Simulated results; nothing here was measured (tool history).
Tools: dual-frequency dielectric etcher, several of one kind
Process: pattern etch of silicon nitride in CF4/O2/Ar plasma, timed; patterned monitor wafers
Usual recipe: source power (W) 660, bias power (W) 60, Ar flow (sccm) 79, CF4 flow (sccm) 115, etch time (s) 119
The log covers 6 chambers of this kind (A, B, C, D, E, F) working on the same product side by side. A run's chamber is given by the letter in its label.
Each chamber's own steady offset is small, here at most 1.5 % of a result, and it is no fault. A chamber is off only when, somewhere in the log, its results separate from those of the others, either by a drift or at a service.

run,hour,source power (W),bias power (W),Ar flow (sccm),CF4 flow (sccm),etch time (s),"read-back reference wafer on the same gauge, depth_nm",mean etch depth across the wafer (nm)
1A,2.2,660,60,79,115,119,261.76,320.11
2C,5.8,660,60,79,115,119,262.16,320.74
3F,8.8,660,60,79,115,119,261.98,319.69
4B,12.5,660,60,79,115,119,262.16,326.62
# hour 14.8: chamber A: bias power generator calibrated
5E,15.3,660,60,79,115,119,261.83,321.26
6D,17.7,660,60,79,132,88.5,262.27,243.42
7F,21.8,660,60,79,132,88.5,262.35,240.02
8E,24.9,660,60,79,132,88.5,261.9,242.56
9C,29.4,660,60,79,132,88.5,262.08,244.91
10B,32.5,660,60,79,132,88.5,261.78,243.89
11A,34.9,660,60,79,132,88.5,261.67,240.89
12D,38.5,660,60,79,115,119,261.95,319.89
# hour 40: chamber D: bias power generator calibrated
13B,42.7,660,60,79,115,119,261.6,326.41
14C,45,660,60,79,115,119,262.17,325.83
15F,48.2,660,60,79,115,119,261.57,318.45
16A,51.1,580,60,79,87,119,262.31,282.3
17E,54.3,580,60,79,87,119,261.61,279.58
18D,58.6,580,60,79,87,119,261.65,280.14
19B,61.3,580,60,79,87,119,261.75,280.96
20C,64,580,60,79,87,119,262.31,278.12
21D,68.2,580,60,79,87,119,261.88,281.6
# hour 68.3: chamber F: wet clean of the chamber
22E,72.8,660,60,79,115,119,262.29,324.73
23F,76.1,580,60,79,115,119,262.26,287.61
24A,80.3,580,60,79,115,119,261.94,294.3
25C,84.6,580,60,79,115,119,261.86,290.11
26E,87,580,60,79,115,119,262.09,288.47
27F,89.4,580,60,79,115,119,261.89,287.29
28B,92.6,580,60,79,115,119,262.13,291.66
29D,96,660,60,79,115,119,261.87,323.81
30A,99.3,660,60,79,115,119,262.18,332.75
31B,102.6,660,60,79,115,119,262,324.17
32C,106.4,660,60,79,115,119,262.15,326.37
33F,108.6,660,60,79,115,119,262.31,316.19
34E,111.5,660,60,79,115,119,262.17,324.73
35D,114.8,660,60,79,115,119,261.55,321.22
36A,119,660,60,79,115,119,262.05,336.51
37B,121.1,660,67,79,115,119,262.28,340.63
38E,125.5,660,67,79,115,119,261.75,338.27
39C,128.1,660,67,79,115,119,262.25,337.47

One chamber off, gauge drift, or nothing amiss beyond the chambers' own small offsets? If it is a chamber, which one, and what is the likeliest cause?

Little by little, chamber A moves away from the other chambers.
What lies behind it: etch rate over this chamber's usual, % = 4.96.
The log might look much the same if the cause were instead: source power that arrives over what is set, %.

Chamber A could run next with any of the 4 candidate recipes listed below; each alters the usual settings, and their results appear as question marks. Which one brings its results back in line with what the other chambers deliver on the usual settings?
Allowed miss from the other chambers' usual-settings mean, per result, to count as in line: mean etch depth across the wafer (nm) 6.9
40A-1,131.4,660,59,79,115,114.5,,?
40A-2,131.4,680,61,79,115,126,,?
40A-3,131.4,640,59,79,115,112,,?
40A-4,131.4,670,60,79,115,122,,?

Usual-settings mean across the other chambers: mean etch depth across the wafer (nm) 322.15
run,mean etch depth across the wafer (nm)
40A-1,323.31
40A-2,369.6
40A-3,307.81
40A-4,351.16
40A-1 is the one that brings the chamber's results back in line with the other chambers.
